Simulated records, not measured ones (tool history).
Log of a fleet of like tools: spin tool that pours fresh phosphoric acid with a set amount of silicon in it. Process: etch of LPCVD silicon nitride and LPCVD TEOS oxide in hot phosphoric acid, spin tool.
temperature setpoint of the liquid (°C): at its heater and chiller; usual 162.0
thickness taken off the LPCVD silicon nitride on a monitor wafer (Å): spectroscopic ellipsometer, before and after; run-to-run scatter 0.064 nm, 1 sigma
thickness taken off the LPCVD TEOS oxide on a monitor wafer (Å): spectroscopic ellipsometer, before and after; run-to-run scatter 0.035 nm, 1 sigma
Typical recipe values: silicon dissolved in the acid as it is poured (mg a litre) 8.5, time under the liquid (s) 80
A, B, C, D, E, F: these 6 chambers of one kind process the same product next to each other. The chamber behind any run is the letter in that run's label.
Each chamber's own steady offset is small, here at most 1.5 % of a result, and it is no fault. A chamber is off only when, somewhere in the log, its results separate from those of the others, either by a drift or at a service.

| run | hour | temperature setpoint of the liquid (°C) | silicon dissolved in the acid as it is poured (mg a litre) | time under the liquid (s) | hours since the thermometer was replaced | hours since the dissolved silicon flow meter was replaced | hours since the heated supply line was repaired | read-back film thickness of the LPCVD silicon nitride reference wafer, read on the same gauge (nm) | read-back film thickness of the LPCVD TEOS oxide reference wafer, read on the same gauge (nm) | thickness taken off the LPCVD silicon nitride on a monitor wafer (Å) | thickness taken off the LPCVD TEOS oxide on a monitor wafer (Å) |
|---|---|---|---|---|---|---|---|---|---|---|---|
| 1C | 6.6 | 162.0 | 8.5 | 80 | 1424.9 | 935.0 | 1485.6 | 70.003 | 130.03 | 72.058 | 2.2603 |
| 2E | 10.7 | 162.0 | 8.5 | 80 | 2510.9 | 811.4 | 915.3 | 69.955 | 130.00 | 71.726 | 2.1777 |
| 3D | 15.3 | 162.0 | 8.5 | 80 | 128.1 | 181.2 | 519.1 | 70.014 | 130.01 | 71.654 | 2.7957 |
|  | 19.3 | chamber C: thermometer replaced |
| 4B | 19.6 | 162.0 | 8.5 | 80 | 698.4 | 146.5 | 3159.6 | 70.000 | 130.01 | 72.745 | 2.2647 |
|  | 22.3 | chamber C: dissolved silicon flow meter replaced |
| 5F | 26.1 | 162.0 | 8.5 | 80 | 354.3 | 234.5 | 309.1 | 69.998 | 129.99 | 70.971 | 1.8214 |
| 6A | 29.8 | 162.0 | 3.0 | 80 | 404.1 | 812.0 | 1493.2 | 70.015 | 130.01 | 71.925 | 2.7711 |
| 7B | 34.3 | 162.0 | 3.0 | 80 | 713.1 | 161.2 | 3174.3 | 70.010 | 130.00 | 72.150 | 2.9230 |
| 8E | 38.0 | 162.0 | 3.0 | 80 | 2538.2 | 838.7 | 942.6 | 69.973 | 130.02 | 73.844 | 2.7822 |
| 9D | 46.0 | 162.0 | 3.0 | 80 | 158.8 | 211.9 | 549.8 | 70.028 | 130.00 | 71.710 | 2.1274 |
| 10C | 51.0 | 162.0 | 3.0 | 80 | 31.7 | 28.8 | 1530.0 | 69.980 | 129.98 | 71.118 | 2.8072 |
| 11A | 56.1 | 162.0 | 3.0 | 80 | 430.4 | 838.3 | 1519.5 | 70.024 | 129.99 | 72.225 | 2.7404 |
| 12F | 60.6 | 163.5 | 12.0 | 80 | 388.8 | 269.0 | 343.6 | 70.005 | 130.01 | 74.794 | 2.7441 |
| 13A | 68.5 | 163.5 | 12.0 | 80 | 442.8 | 850.7 | 1531.9 | 70.000 | 130.01 | 75.983 | 2.1598 |
| 14B | 75.2 | 163.5 | 12.0 | 80 | 754.0 | 202.1 | 3215.2 | 70.000 | 129.98 | 76.465 | 2.3086 |
| 15F | 82.5 | 163.5 | 12.0 | 80 | 410.7 | 290.9 | 365.5 | 70.018 | 130.00 | 76.500 | 2.2432 |
| 16E | 88.1 | 163.5 | 12.0 | 80 | 2588.3 | 888.8 | 992.7 | 69.995 | 129.99 | 77.286 | 2.4118 |
| 17D | 92.8 | 163.5 | 12.0 | 80 | 205.6 | 258.7 | 596.6 | 70.035 | 130.00 | 75.538 | 2.6490 |
|  | 93.4 | chamber A: heated supply line repaired |
| 18C | 99.6 | 162.0 | 8.5 | 80 | 80.3 | 77.4 | 1578.6 | 69.988 | 130.00 | 71.068 | 2.4157 |
| 19C | 107.7 | 162.0 | 8.5 | 80 | 88.4 | 85.5 | 1586.7 | 70.017 | 129.98 | 71.388 | 2.9489 |
| 20E | 115.4 | 162.0 | 3.5 | 105 | 2615.6 | 916.1 | 1020.0 | 69.978 | 130.02 | 95.598 | 3.9208 |
| 21D | 122.2 | 162.0 | 3.5 | 105 | 235.0 | 288.1 | 626.0 | 69.975 | 129.97 | 93.620 | 3.4441 |
| 22B | 127.8 | 162.0 | 3.5 | 105 | 806.6 | 254.7 | 3267.8 | 69.991 | 130.02 | 96.608 | 2.8989 |
| 23F | 132.1 | 162.0 | 3.5 | 105 | 460.3 | 340.5 | 415.1 | 69.989 | 130.00 | 95.290 | 3.3294 |
| 24A | 138.8 | 162.0 | 3.5 | 105 | 513.1 | 921.0 | 45.4 | 70.058 | 129.99 | 92.597 | 3.3221 |
| 25D | 145.0 | 162.0 | 3.5 | 105 | 257.8 | 310.9 | 648.8 | 70.002 | 130.00 | 94.767 | 3.3513 |
|  | 149.9 | chamber B: thermometer replaced |
| 26A | 150.8 | 162.0 | 8.5 | 80 | 525.1 | 933.0 | 57.4 | 70.005 | 129.99 | 72.811 | 2.2670 |
| 27B | 157.3 | 165.0 | 8.5 | 80 | 7.4 | 284.2 | 3297.3 | 69.961 | 130.00 | 79.689 | 2.6601 |
| 28E | 165.0 | 165.0 | 8.5 | 80 | 2665.2 | 965.7 | 1069.6 | 70.011 | 130.00 | 80.576 | 2.9817 |
| 29C | 170.6 | 165.0 | 8.5 | 80 | 151.3 | 148.4 | 1649.6 | 70.024 | 129.98 | 77.757 | 1.7254 |
| 30F | 174.8 | 165.0 | 8.5 | 80 | 503.0 | 383.2 | 457.8 | 70.008 | 130.02 | 79.228 | 3.1464 |
| 31C | 179.8 | 165.0 | 8.5 | 80 | 160.5 | 157.6 | 1658.8 | 69.987 | 129.98 | 78.208 | 2.2065 |
| 32F | 183.7 | 165.0 | 8.5 | 80 | 511.9 | 392.1 | 466.7 | 69.984 | 130.00 | 78.838 | 3.1342 |
| 33D | 190.9 | 162.0 | 8.5 | 80 | 303.7 | 356.8 | 694.7 | 70.016 | 129.99 | 71.419 | 2.4979 |
| 34E | 198.7 | 162.0 | 8.5 | 80 | 2698.9 | 999.4 | 1103.3 | 70.001 | 130.00 | 72.847 | 2.3488 |
|  | 199.5 | chamber B: heated supply line repaired |
| 35A | 206.0 | 162.0 | 8.5 | 60 | 580.3 | 988.2 | 112.6 | 70.025 | 129.97 | 53.734 | 1.8310 |
| 36B | 212.0 | 162.0 | 8.5 | 60 | 62.1 | 338.9 | 12.5 | 70.001 | 130.02 | 54.170 | 1.8958 |
| 37A | 218.0 | 162.0 | 8.5 | 60 | 592.3 | 1000.2 | 124.6 | 69.991 | 129.98 | 54.488 | 1.6084 |
| 38F | 225.1 | 162.0 | 8.5 | 60 | 553.3 | 433.5 | 508.1 | 70.004 | 129.97 | 54.364 | 1.5229 |
| 39E | 232.0 | 162.0 | 8.5 | 60 | 2732.2 | 1032.7 | 1136.6 | 70.024 | 130.02 | 54.532 | 1.9183 |

Has any chamber moved away from the others, gradually or after a service, or does the common gauge drift, or do the chambers differ only by their own small steady offsets? State the chamber and the most likely cause if one applies.

Nothing is wrong: each chamber keeps only its own small, steady offset and the gauge holds still.

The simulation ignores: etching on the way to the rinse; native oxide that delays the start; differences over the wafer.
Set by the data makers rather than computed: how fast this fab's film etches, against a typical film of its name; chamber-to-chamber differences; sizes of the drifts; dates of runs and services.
